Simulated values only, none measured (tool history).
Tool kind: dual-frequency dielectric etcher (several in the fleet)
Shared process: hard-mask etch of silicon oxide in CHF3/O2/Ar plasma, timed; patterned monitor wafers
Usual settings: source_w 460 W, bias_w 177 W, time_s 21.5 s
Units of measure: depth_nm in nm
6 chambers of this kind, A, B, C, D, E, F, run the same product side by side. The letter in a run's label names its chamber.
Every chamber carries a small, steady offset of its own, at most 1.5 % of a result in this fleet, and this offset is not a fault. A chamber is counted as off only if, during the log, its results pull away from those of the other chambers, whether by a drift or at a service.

run,hour,source_w,bias_w,time_s,hours since the last wet clean,hours since the last source power generator calibration,hours since the last bias power generator calibration,"read-back reference wafer on the same gauge, depth_nm",depth_nm
1F,10.1,460,177,21.5,433.6,1265,706.1,34.197,38.296
2E,17.9,460,177,21.5,573.5,2850.4,86.1,34.216,38.131
# hour 24.7: chamber A: wet clean of the chamber
3D,24.9,460,177,21.5,137.1,1604.7,1286.5,34.219,38.486
# hour 31.7: chamber E: wet clean of the chamber
4B,32.2,460,177,21.5,418.8,3780.6,1901.6,34.214,38.649
5C,41.5,460,177,21.5,317.3,547.8,3195.3,34.225,38.065
6A,47.2,460,147,25,22.5,395.9,1123.1,34.237,41.571
7B,55.7,460,147,25,442.3,3804.1,1925.1,34.239,42.038
8D,63.2,460,147,25,175.4,1643,1324.8,34.229,41.991
9C,72.1,460,147,25,347.9,578.4,3225.9,34.249,41.666
10F,77.1,460,147,25,500.6,1332,773.1,34.262,41.882
11A,82.4,460,147,25,57.7,431.1,1158.3,34.259,41.697
12E,88.2,460,177,21.5,56.5,2920.7,156.4,34.268,38.303
13D,94.6,460,177,21.5,206.8,1674.4,1356.2,34.275,38.499
14C,104.2,460,177,21.5,380,610.5,3258,34.262,38.247
# hour 106.4: chamber C: wet clean of the chamber
15A,109.1,460,177,21.5,84.4,457.8,1185,34.271,38.147
16E,116.1,460,139,19,84.4,2948.6,184.3,34.285,31.172
17F,126.4,460,139,19,549.9,1381.3,822.4,34.286,31.252
18B,135,460,139,19,521.6,3883.4,2004.4,34.289,31.453
19E,139.8,460,139,19,108.1,2972.3,208,34.299,31.111
# hour 144.2: chamber B: wet clean of the chamber
20C,149.7,460,139,19,43.4,656,3303.5,34.298,31.169
21A,159,460,139,19,134.3,507.7,1234.9,34.306,31.188
22B,168.3,460,177,21.5,24.1,3916.7,2037.7,34.305,38.653
23D,173.6,460,177,21.5,285.8,1753.4,1435.2,34.328,38.413
24F,181,460,177,21.5,604.5,1435.9,877,34.326,38.365
25C,190.6,460,177,21.5,84.3,696.9,3344.4,34.33,38.2
26E,199.9,460,177,21.5,168.2,3032.4,268.1,34.333,38.432
27B,205.7,460,177,21.5,61.5,3954.1,2075.1,34.339,38.694
28D,213.2,460,177,21.5,325.4,1793,1474.8,34.342,38.499
29F,220.9,460,177,21.5,644.4,1475.8,916.9,34.356,38.374
30A,226.2,460,177,21.5,201.5,574.9,1302.1,34.357,38.288
# hour 226.3: chamber C: bias power generator calibrated
31E,233.3,460,177,21.5,201.6,3065.8,301.5,34.352,38.301
# hour 238.3: chamber F: wet clean of the chamber
32C,244.4,460,177,21.5,138.1,750.7,18.1,34.367,38.329
33A,252.6,460,177,21.5,227.9,601.3,1328.5,34.368,38.338
34D,258.5,460,177,21.5,370.7,1838.3,1520.1,34.367,38.489
35B,265.4,460,177,21.5,121.2,4013.8,2134.8,34.382,38.705
36F,272.9,460,177,21.5,34.6,1527.8,968.9,34.388,38.54

Does one chamber stand apart from the rest, does the shared gauge drift, or is all well apart from small per-chamber offsets? Give the chamber and the most likely cause, where there is one.

Every chamber seems to shift together because the gauge that measures them all drifts; the chambers themselves are fine.
What lies behind it: gauge reads high (%) = 0.555.
